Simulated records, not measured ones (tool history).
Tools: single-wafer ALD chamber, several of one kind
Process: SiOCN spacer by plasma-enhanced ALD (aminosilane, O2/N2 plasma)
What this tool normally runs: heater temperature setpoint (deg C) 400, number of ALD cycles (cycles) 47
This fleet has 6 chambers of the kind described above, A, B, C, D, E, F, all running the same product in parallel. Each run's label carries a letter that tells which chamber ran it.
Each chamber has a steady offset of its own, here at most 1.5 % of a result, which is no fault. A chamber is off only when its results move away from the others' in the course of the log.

run,hour,heater temperature setpoint (deg C),number of ALD cycles (cycles),hours since the last thermocouple change,"read-back reference wafer on the same gauge, thickness_nm",mean film thickness on the monitor wafer (Å)
1E,8.5,400,47,1870.0,3.1171,28.570
2C,14.6,400,47,833.8,3.1221,28.426
3B,20.5,400,47,1430.0,3.1218,28.295
4D,28.9,400,47,269.1,3.1208,28.649
5A,34.5,400,47,2011.7,3.1209,27.971
6F,45.5,400,47,371.6,3.1237,28.152
7C,53.7,400,47,872.9,3.1168,28.307
8E,61.1,400,47,1922.6,3.1193,28.423
9D,67.6,400,47,307.8,3.1177,28.583
10F,74.9,400,47,401.0,3.1196,28.015
11A,82.4,400,47,2059.6,3.1202,27.808
12B,93.4,400,47,1502.9,3.1191,28.369
13D,100.6,400,47,340.8,3.1243,28.746
14C,111.7,400,47,930.9,3.1187,28.326
15F,119.6,400,47,445.7,3.1165,28.251
16A,129.1,388,54,2106.3,3.1195,32.290
17E,135.3,388,54,1996.8,3.1182,32.455
18B,141.1,388,54,1550.6,3.1174,32.751
19C,146.3,388,54,965.5,3.1170,32.483
20D,155.3,388,54,395.5,3.1211,33.003
21F,163.3,388,54,489.4,3.1192,32.402
22E,173.6,400,47,2035.1,3.1205,28.464
23A,184.9,400,47,2162.1,3.1192,27.860
24B,190.1,400,47,1599.6,3.1176,28.328
25A,197.9,400,47,2175.1,3.1196,27.766
26E,205.3,400,47,2066.8,3.1187,28.375
27B,211.7,400,47,1621.2,3.1196,28.276
28D,217.8,400,47,458.0,3.1266,28.654
29C,225.3,400,47,1044.5,3.1181,28.464
30F,233.7,400,47,559.8,3.1169,27.815
31A,239.0,400,47,2216.2,3.1194,27.868
32C,247.8,400,47,1067.0,3.1187,28.308
33D,257.7,400,47,497.9,3.1172,28.445
34B,263.1,400,47,1672.6,3.1214,28.268
35E,268.8,400,47,2130.3,3.1214,28.556
36F,280.1,400,47,606.2,3.1208,28.035
37A,288.5,400,47,2265.7,3.1177,28.205
38F,298.6,400,47,624.7,3.1181,28.221
39C,307.8,413,56,1127.0,3.1194,32.425
40D,315.8,413,56,556.0,3.1156,32.622
# hour 321.2: chamber B: thermocouple changed; heater temperature recalibrated
41B,323.4,413,56,2.2,3.1226,32.315
42E,330.8,413,56,2192.3,3.1229,32.802
43A,337.5,413,56,2314.7,3.1206,32.287

All chambers now run identical settings, listed one chamber a line with results as question marks. What results will each chamber show?
44A,346.0,400,47,,,?
44B,346.0,400,47,,,?
44C,346.0,400,47,,,?
44D,346.0,400,47,,,?
44E,346.0,400,47,,,?
44F,346.0,400,47,,,?

run,mean film thickness on the monitor wafer (Å)
44A,28.301
44B,28.268
44C,28.321
44D,28.642
44E,28.128
44F,28.027
